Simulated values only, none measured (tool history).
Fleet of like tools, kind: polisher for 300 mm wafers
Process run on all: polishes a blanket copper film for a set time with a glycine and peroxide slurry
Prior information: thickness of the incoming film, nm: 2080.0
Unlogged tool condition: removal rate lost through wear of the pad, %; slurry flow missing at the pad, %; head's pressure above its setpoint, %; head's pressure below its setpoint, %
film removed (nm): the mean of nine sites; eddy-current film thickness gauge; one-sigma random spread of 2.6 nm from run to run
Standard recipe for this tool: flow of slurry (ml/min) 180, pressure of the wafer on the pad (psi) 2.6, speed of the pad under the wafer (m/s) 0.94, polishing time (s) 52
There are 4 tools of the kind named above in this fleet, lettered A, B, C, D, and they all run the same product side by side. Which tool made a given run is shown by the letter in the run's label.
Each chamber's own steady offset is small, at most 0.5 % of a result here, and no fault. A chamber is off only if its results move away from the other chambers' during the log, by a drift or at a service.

run,hour,flow of slurry (ml/min),pressure of the wafer on the pad (psi),speed of the pad under the wafer (m/s),polishing time (s),wafers polished on this pad,hours since the slurry nozzle was cleaned,hours since the head pressure was calibrated,film removed (nm)
# hour 0.6: chamber B: worn pad replaced by a new one
1B,5.2,180,2.6,0.94,52,56,441.1,98.3,242.93
# hour 5.4: chamber B: slurry nozzle cleaned
2C,8.8,180,2.6,0.94,52,790,49.0,718.0,241.36
3D,13.7,180,2.6,0.94,52,444,436.1,21.5,240.83
4A,16.8,180,2.6,0.94,52,1041,366.2,355.6,243.71
# hour 19.2: chamber A: worn pad replaced by a new one
5A,21.1,180,2.6,0.94,52,23,370.5,359.9,240.40
6C,25.3,180,2.6,0.94,52,992,65.5,734.5,243.36
7B,29.1,180,2.6,0.94,52,348,23.8,122.2,238.34
8D,32.9,180,2.6,0.94,52,679,455.3,40.7,241.48
# hour 33.6: chamber D: worn pad replaced by a new one
# hour 36.5: chamber C: worn pad replaced by a new one
9C,38.2,180,2.6,0.94,52,21,78.4,747.4,240.12
10D,43.8,180,2.6,0.94,52,125,466.2,51.6,242.83
11B,47.5,180,2.6,0.94,52,574,42.2,140.6,243.52
12A,52.3,180,2.6,0.94,52,405,401.7,391.1,240.55
13B,54.9,180,2.6,0.94,52,664,49.6,148.0,243.78
14D,57.7,180,2.6,0.94,52,295,480.1,65.5,241.34
15A,60.5,180,2.6,0.94,52,506,409.9,399.3,237.51
16C,64.9,180,2.6,0.94,52,347,105.1,774.1,246.37
17D,68.0,180,2.6,0.94,52,421,490.4,75.8,235.89
# hour 68.7: chamber B: worn pad replaced by a new one
18A,72.3,180,2.6,0.94,52,650,421.7,411.1,242.31
19C,76.9,180,2.6,0.94,52,494,117.1,786.1,245.08
20B,82.4,180,2.6,0.94,52,167,77.1,175.5,242.20
21A,87.6,180,2.6,0.94,52,837,437.0,426.4,242.53
# hour 90.3: chamber D: worn pad replaced by a new one
22C,90.5,180,2.6,0.94,52,660,130.7,799.7,238.31
23D,96.2,180,2.6,0.94,52,72,518.6,104.0,236.13
24B,99.6,180,2.6,0.94,52,378,94.3,192.7,241.71
25D,102.4,180,2.6,0.94,52,148,524.8,110.2,230.99
# hour 107.0: chamber A: head pressure recalibrated
26B,107.0,180,2.6,0.94,52,468,101.7,200.1,242.10
27A,112.1,180,2.6,0.94,52,1137,461.5,5.1,240.92
28C,115.4,180,2.6,0.94,42,965,155.6,824.6,196.84

For the next run the whole fleet of 4 chambers uses the same settings. Give each chamber's results:
29A,119.6,180,2.6,0.94,52,,,,?
29B,119.6,180,2.6,0.94,52,,,,?
29C,119.6,180,2.6,0.94,52,,,,?
29D,119.6,180,2.6,0.94,52,,,,?

run,film removed (nm)
29A,239.25
29B,241.71
29C,245.53
29D,231.06
